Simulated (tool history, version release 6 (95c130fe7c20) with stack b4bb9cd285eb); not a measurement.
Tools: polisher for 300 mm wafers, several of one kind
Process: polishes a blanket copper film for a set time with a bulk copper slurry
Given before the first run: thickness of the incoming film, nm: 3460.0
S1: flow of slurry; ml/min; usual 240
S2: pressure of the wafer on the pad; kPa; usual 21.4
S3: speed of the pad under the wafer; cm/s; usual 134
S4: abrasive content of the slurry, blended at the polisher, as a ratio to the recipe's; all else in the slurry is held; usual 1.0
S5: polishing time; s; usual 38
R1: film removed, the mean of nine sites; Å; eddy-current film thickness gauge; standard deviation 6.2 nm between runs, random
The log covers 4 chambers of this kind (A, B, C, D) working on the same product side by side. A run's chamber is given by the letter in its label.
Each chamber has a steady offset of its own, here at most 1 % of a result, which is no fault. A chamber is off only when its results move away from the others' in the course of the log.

run     day   S1    S2   S3   S4  S5      R1
 1D   0.471  240  21.4  134  1.0  38  4868.6
      0.554  -- chamber D: worn pad replaced by a new one
 2B   1.075  240  21.4  134  1.0  38  4852.8
      1.138  -- chamber C: worn pad replaced by a new one
 3A   1.704  240  21.4  134  1.0  38  4867.8
 4C   2.196  240  21.4  134  1.0  38  4897.6
 5B   2.517  240  21.4  134  1.0  38  4860.6
 6C   2.854  240  21.4  134  1.0  38  4837.3
      3.192  -- chamber A: worn pad replaced by a new one
 7D   3.496  240  21.4  134  1.0  38  4859.1
      3.558  -- chamber B: worn pad replaced by a new one
 8A   4.054  240  21.4  134  1.0  38  4829.7
 9D   4.671  240  21.4  134  1.0  38  4899.6
      5.000  -- chamber D: worn pad replaced by a new one
10A   5.154  240  21.4  134  1.0  38  4794.1
      5.396  -- chamber C: worn pad replaced by a new one
11B   5.504  240  21.4  134  1.0  38  4937.8
12C   5.892  240  21.4  134  1.0  38  4811.5
      6.325  -- chamber A: head pressure recalibrated
13D   6.454  240  21.4  160  1.0  38  5793.6
      6.988  -- chamber A: worn pad replaced by a new one
14A   7.062  240  21.4  160  1.0  38  5779.3
15C   7.396  240  21.4  160  1.0  38  5861.0
      7.450  -- chamber B: slurry nozzle cleaned
      7.758  -- chamber B: worn pad replaced by a new one
16B   7.862  240  21.4  160  1.0  38  5789.1
17C   8.462  240  21.4  134  1.0  38  4860.0
18D   9.029  240  21.4  134  1.0  38  4886.0
      9.067  -- chamber D: head pressure recalibrated
      9.108  -- chamber A: slurry blender recalibrated
19B   9.317  240  21.4  134  1.0  38  4944.4
      9.396  -- chamber D: worn pad replaced by a new one
20A   9.792  240  21.4  134  1.0  38  4987.0
     10.125  -- chamber C: worn pad replaced by a new one
21C  10.379  240  21.4  134  1.0  38  4920.9
     10.871  -- chamber A: worn pad replaced by a new one
22A  11.012  240  21.4  100  0.8  38  3454.8
     11.138  -- chamber B: slurry blender recalibrated
23D  11.312  240  21.4  100  0.8  38  3469.7
     11.400  -- chamber D: slurry nozzle cleaned
24B  11.921  240  21.4  100  0.8  38  3468.0
     12.317  -- chamber B: worn pad replaced by a new one
25B  12.425  240  21.4  100  0.8  38  3445.0
26D  12.942  240  21.4  134  1.0  38  4885.6
     13.025  -- chamber D: worn pad replaced by a new one
     13.075  -- chamber C: slurry blender recalibrated
27A  13.529  240  21.4  134  1.0  38  4891.8
     13.658  -- chamber C: slurry nozzle cleaned
28C  14.121  240  21.4  134  1.0  38  4890.7
     14.354  -- chamber A: worn pad replaced by a new one
     14.671  -- chamber A: slurry nozzle cleaned
     14.692  -- chamber C: worn pad replaced by a new one
29C  14.696  240  21.4  134  1.0  38  4807.5
30B  15.021  240  21.4  134  1.0  38  4863.1
31A  15.617  240  18.6  134  1.0  38  4295.4
     15.954  -- chamber B: slurry nozzle cleaned
     16.167  -- chamber B: worn pad replaced by a new one
32D  16.262  240  18.6  134  1.0  38  4227.6
     16.450  -- chamber D: slurry blender recalibrated
33C  16.658  240  18.6  134  1.0  38  4197.3
34D  16.958  240  18.6  134  1.0  38  4220.6
     17.158  -- chamber D: worn pad replaced by a new one
35A  17.304  240  21.4  134  1.0  38  4915.0
36B  17.650  240  25.5  134  1.0  38  5818.9
     17.829  -- chamber A: worn pad replaced by a new one
37B  18.304  240  25.5  134  1.0  38  5844.9
38C  18.950  240  25.5  134  1.0  38  5735.0
     19.329  -- chamber C: worn pad replaced by a new one
39D  19.583  240  25.5  134  1.0  38  5824.4
40A  19.867  240  21.4  134  1.0  38  4884.4
41C  20.175  240  21.4  134  1.0  38  4861.3

Does one chamber stand apart from the rest, does the shared gauge drift, or is all well apart from small per-chamber offsets? Give the chamber and the most likely cause, where there is one.

Nothing is wrong: each chamber keeps only its own small, steady offset and the gauge holds still.
